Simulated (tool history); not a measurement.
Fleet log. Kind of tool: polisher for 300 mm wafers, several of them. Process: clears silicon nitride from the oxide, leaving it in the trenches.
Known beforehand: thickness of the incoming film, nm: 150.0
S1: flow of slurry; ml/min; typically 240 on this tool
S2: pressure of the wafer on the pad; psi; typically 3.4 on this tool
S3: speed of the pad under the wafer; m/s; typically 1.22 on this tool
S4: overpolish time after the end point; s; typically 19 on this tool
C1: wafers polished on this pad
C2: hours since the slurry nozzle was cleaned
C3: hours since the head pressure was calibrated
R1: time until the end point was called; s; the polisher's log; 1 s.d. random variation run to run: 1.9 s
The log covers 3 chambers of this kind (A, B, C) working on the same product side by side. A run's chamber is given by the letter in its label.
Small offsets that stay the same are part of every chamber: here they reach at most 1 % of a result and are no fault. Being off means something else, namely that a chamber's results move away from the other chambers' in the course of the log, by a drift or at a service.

run     day   S1   S2    S3  S4    C1     C2     C3      R1
      0.254  -- chamber C: worn pad replaced by a new one
 1B   0.417  240  3.4  1.22  19   725  196.3   44.8  105.52
 2A   0.896  240  3.4  1.22  19   337  578.8  306.9  107.34
 3C   1.354  240  3.4  1.22  19   125    339  190.8  107.45
 4C    1.65  240  3.4  1.22  19   158  346.1  197.9  109.54
 5B   2.125  240  3.4  1.22  19   919  237.3   85.8  108.47
 6A   2.446  240  3.4  1.22  19   512    616  344.1  107.59
      2.783  -- chamber B: worn pad replaced by a new one
 7A   2.888  240  3.4  1.22  19   563  626.6  354.7  109.09
 8C   3.192  240  3.4  1.22  19   333  383.1  234.9  109.71
 9B   3.508  240  3.4  1.22  19    82  270.5    119  104.37
10B   3.921  175  3.4  1.42  19   129  280.4  128.9  95.595
11C   4.246  175  3.4  1.42  19   453  408.4  260.2  96.843
12A   4.604  175  3.4  1.42  19   757  667.8  395.9  97.554
      4.792  -- chamber A: slurry nozzle cleaned
13A   5.038  240  3.4  1.22  19   807      6  406.3  107.94
14B   5.488  240  3.4  1.22  19   307    318  166.5  107.93
15C   5.904  240  3.4  1.22  19   641  448.2    300  110.58
16C   6.283  240  3.4  1.22  19   684  457.3  309.1  110.07
      6.471  -- chamber C: worn pad replaced by a new one
17B   6.608  240  3.4  1.22  19   434  344.9  193.4  111.01
18A   6.921  240  3.4  1.22  19  1020   51.2  451.5  108.95
19A   7.225  240  3.4  1.22  19  1055   58.5  458.8  106.77
20C   7.496  240  2.6  1.22   8   116  486.4  338.2  142.96
21B   7.788  240  2.6  1.22   8   568  373.2  221.7  140.15
22C   8.071  240  2.6  1.22   8   181  500.2    352  144.27
23A   8.429  240  3.4  1.22  19  1191   87.4  487.7  107.89
24B   8.754  240  3.4  1.22  19   677  396.4  244.9  109.16
25A     9.1  240  3.4  1.22  19  1268  103.5  503.8   112.6
      9.162  -- chamber A: worn pad replaced by a new one
26C   9.508  240  3.4  1.22  19   344  534.7  386.5  107.29
27B  10.004  240  3.4  1.22  19   819  426.4  274.9  105.68
28C  10.508  240  3.4  1.22  19   458  558.7  410.5  109.49
29A  10.962  240  3.4  1.22  19   204  148.2  548.5  110.05
     11.208  -- chamber C: slurry nozzle cleaned
30B  11.354  180  3.4  1.22  19   972  458.8  307.3  113.31
31C  11.754  180  3.4  1.22  19   599   13.2  440.4  112.65
32B  12.233  180  3.4  1.22  19  1072  479.9  328.4  108.79
       12.4  -- chamber C: worn pad replaced by a new one
     12.612  -- chamber B: worn pad replaced by a new one
33A  12.638  240  3.4  1.22  19   394  188.4  588.7  107.82
34B  13.104  240  3.4  1.22  19    55  500.8  349.3  109.99
35C  13.338  240  3.4  1.22  19   106   51.2  478.4  106.37
     13.433  -- chamber B: head pressure recalibrated
36A  13.783  240  3.4  1.22  19   524  215.9  616.2  108.13
37C  14.229  240  3.4  1.22  19   207   72.6  499.8  107.62
38B  14.696  240  3.4  1.22  19   236    539   30.3  108.52
39A  15.125  240  3.4  1.22  19   677  248.1  648.4  108.69
40B  15.425  240  3.4  1.22  19   319  556.5   47.8  107.26
41A  15.738  240  3.4  1.22  19   746  262.8  663.1  108.54
42C  16.046  240  3.4  1.22  19   413  116.2  543.4  105.58
43B  16.404  240  3.4  1.22  19   430    580   71.3  109.12

For the next run the whole fleet of 3 chambers uses the same settings. Give each chamber's results:
44A  16.767  240  3.4  1.36  19               ?
44B  16.767  240  3.4  1.36  19               ?
44C  16.767  240  3.4  1.36  19               ?

run      R1
44A  97.956
44B  96.807
44C  98.408

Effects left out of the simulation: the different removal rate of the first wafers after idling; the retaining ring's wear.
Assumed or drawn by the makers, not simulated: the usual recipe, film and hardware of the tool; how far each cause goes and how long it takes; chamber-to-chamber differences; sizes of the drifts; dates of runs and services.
